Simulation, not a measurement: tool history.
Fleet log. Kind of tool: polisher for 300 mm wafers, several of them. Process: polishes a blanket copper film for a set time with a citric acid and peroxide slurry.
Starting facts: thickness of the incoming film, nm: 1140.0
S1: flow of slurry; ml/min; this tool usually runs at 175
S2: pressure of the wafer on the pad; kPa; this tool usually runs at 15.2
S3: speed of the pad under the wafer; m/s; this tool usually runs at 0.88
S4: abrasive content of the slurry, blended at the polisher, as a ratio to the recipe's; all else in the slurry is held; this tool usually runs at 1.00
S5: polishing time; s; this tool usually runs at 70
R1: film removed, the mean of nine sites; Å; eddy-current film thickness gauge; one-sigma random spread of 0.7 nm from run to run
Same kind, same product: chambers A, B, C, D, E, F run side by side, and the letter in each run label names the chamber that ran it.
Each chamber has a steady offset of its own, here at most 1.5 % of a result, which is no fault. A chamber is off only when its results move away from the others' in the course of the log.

| run | hour | S1 | S2 | S3 | S4 | S5 | R1 |
|---|---|---|---|---|---|---|---|
| 1E | 6.0 | 175 | 15.2 | 0.88 | 1.00 | 70 | 848.63 |
| 2A | 10.9 | 175 | 15.2 | 0.88 | 1.00 | 70 | 842.69 |
| 3C | 16.0 | 175 | 15.2 | 0.88 | 1.00 | 70 | 836.65 |
|  | 20.0 | chamber A: worn pad replaced by a new one |
| 4D | 22.2 | 175 | 15.2 | 0.88 | 1.00 | 70 | 840.60 |
|  | 22.4 | chamber B: slurry blender recalibrated |
|  | 25.6 | chamber E: slurry nozzle cleaned |
| 5B | 26.3 | 175 | 15.2 | 0.88 | 1.00 | 70 | 828.16 |
| 6F | 32.9 | 175 | 15.2 | 0.88 | 1.00 | 70 | 836.93 |
|  | 33.1 | chamber F: worn pad replaced by a new one |
| 7E | 36.2 | 175 | 15.2 | 0.88 | 1.00 | 70 | 829.63 |
| 8F | 39.8 | 175 | 15.2 | 0.88 | 1.00 | 70 | 848.96 |
|  | 45.2 | chamber E: slurry blender recalibrated |
| 9C | 45.4 | 175 | 15.2 | 0.88 | 1.00 | 70 | 847.25 |
|  | 45.5 | chamber C: worn pad replaced by a new one |
| 10D | 50.0 | 175 | 15.2 | 0.88 | 1.00 | 70 | 851.78 |
| 11B | 53.5 | 175 | 15.2 | 0.88 | 1.00 | 70 | 824.68 |
| 12A | 57.3 | 175 | 15.2 | 0.88 | 1.00 | 70 | 833.51 |
| 13A | 63.6 | 175 | 12.4 | 0.62 | 1.00 | 70 | 486.33 |
| 14E | 69.1 | 175 | 12.4 | 0.62 | 1.00 | 70 | 492.50 |
|  | 71.7 | chamber B: worn pad replaced by a new one |
|  | 74.6 | chamber D: worn pad replaced by a new one |
| 15B | 75.1 | 175 | 12.4 | 0.62 | 1.00 | 70 | 492.00 |
|  | 80.5 | chamber A: worn pad replaced by a new one |
| 16D | 81.0 | 175 | 12.4 | 0.62 | 1.00 | 70 | 495.38 |
| 17F | 87.2 | 175 | 12.4 | 0.62 | 1.00 | 70 | 495.00 |
|  | 88.2 | chamber F: head pressure recalibrated |
| 18C | 90.8 | 175 | 12.4 | 0.62 | 1.00 | 70 | 503.02 |
| 19B | 94.1 | 175 | 15.2 | 0.88 | 1.00 | 70 | 827.97 |
| 20F | 98.2 | 175 | 15.2 | 0.88 | 1.00 | 70 | 826.91 |
|  | 99.1 | chamber C: worn pad replaced by a new one |
| 21A | 103.1 | 175 | 15.2 | 0.68 | 1.25 | 70 | 673.46 |
| 22D | 107.7 | 175 | 15.2 | 0.68 | 1.25 | 70 | 695.97 |
|  | 108.3 | chamber E: worn pad replaced by a new one |
| 23C | 114.0 | 175 | 15.2 | 0.68 | 1.25 | 70 | 698.96 |
| 24E | 118.0 | 175 | 15.2 | 0.68 | 1.25 | 70 | 682.91 |
|  | 120.6 | chamber F: worn pad replaced by a new one |
| 25D | 121.7 | 175 | 15.2 | 0.68 | 1.25 | 70 | 690.83 |
|  | 126.1 | chamber C: slurry blender recalibrated |
| 26C | 126.3 | 175 | 15.2 | 0.68 | 1.25 | 70 | 689.94 |
|  | 128.3 | chamber A: slurry blender recalibrated |
|  | 132.1 | chamber F: slurry nozzle cleaned |
| 27B | 133.5 | 175 | 15.2 | 0.88 | 1.00 | 70 | 836.96 |
| 28A | 138.1 | 175 | 15.2 | 0.88 | 1.00 | 70 | 831.93 |
|  | 142.7 | chamber D: slurry nozzle cleaned |
|  | 144.0 | chamber A: worn pad replaced by a new one |
| 29F | 145.0 | 175 | 15.2 | 0.88 | 1.00 | 70 | 842.76 |
| 30E | 151.0 | 175 | 15.2 | 1.08 | 1.15 | 70 | 1065.30 |
|  | 155.3 | chamber C: worn pad replaced by a new one |
| 31D | 156.7 | 175 | 15.2 | 1.08 | 1.15 | 70 | 1059.80 |
| 32C | 161.1 | 175 | 15.2 | 1.08 | 1.15 | 70 | 1049.40 |
| 33E | 166.0 | 175 | 15.2 | 1.08 | 1.15 | 70 | 1048.80 |
|  | 166.8 | chamber B: worn pad replaced by a new one |
| 34F | 172.9 | 175 | 15.2 | 1.08 | 1.15 | 70 | 1063.80 |
| 35A | 177.0 | 175 | 15.2 | 1.08 | 1.15 | 70 | 1047.00 |
| 36B | 183.5 | 120 | 18.6 | 0.88 | 1.00 | 70 | 959.24 |
| 37E | 188.7 | 120 | 18.6 | 0.88 | 1.00 | 70 | 965.65 |

For the next run the whole fleet of 6 chambers uses the same settings. Give each chamber's results:
| 38A | 194.0 | 175 | 15.2 | 0.88 | 1.00 | 70 | ? |
| 38B | 194.0 | 175 | 15.2 | 0.88 | 1.00 | 70 | ? |
| 38C | 194.0 | 175 | 15.2 | 0.88 | 1.00 | 70 | ? |
| 38D | 194.0 | 175 | 15.2 | 0.88 | 1.00 | 70 | ? |
| 38E | 194.0 | 175 | 15.2 | 0.88 | 1.00 | 70 | ? |
| 38F | 194.0 | 175 | 15.2 | 0.88 | 1.00 | 70 | ? |

| run | R1 |
|---|---|
| 38A | 829.86 |
| 38B | 822.48 |
| 38C | 846.76 |
| 38D | 842.24 |
| 38E | 840.29 |
| 38F | 838.48 |
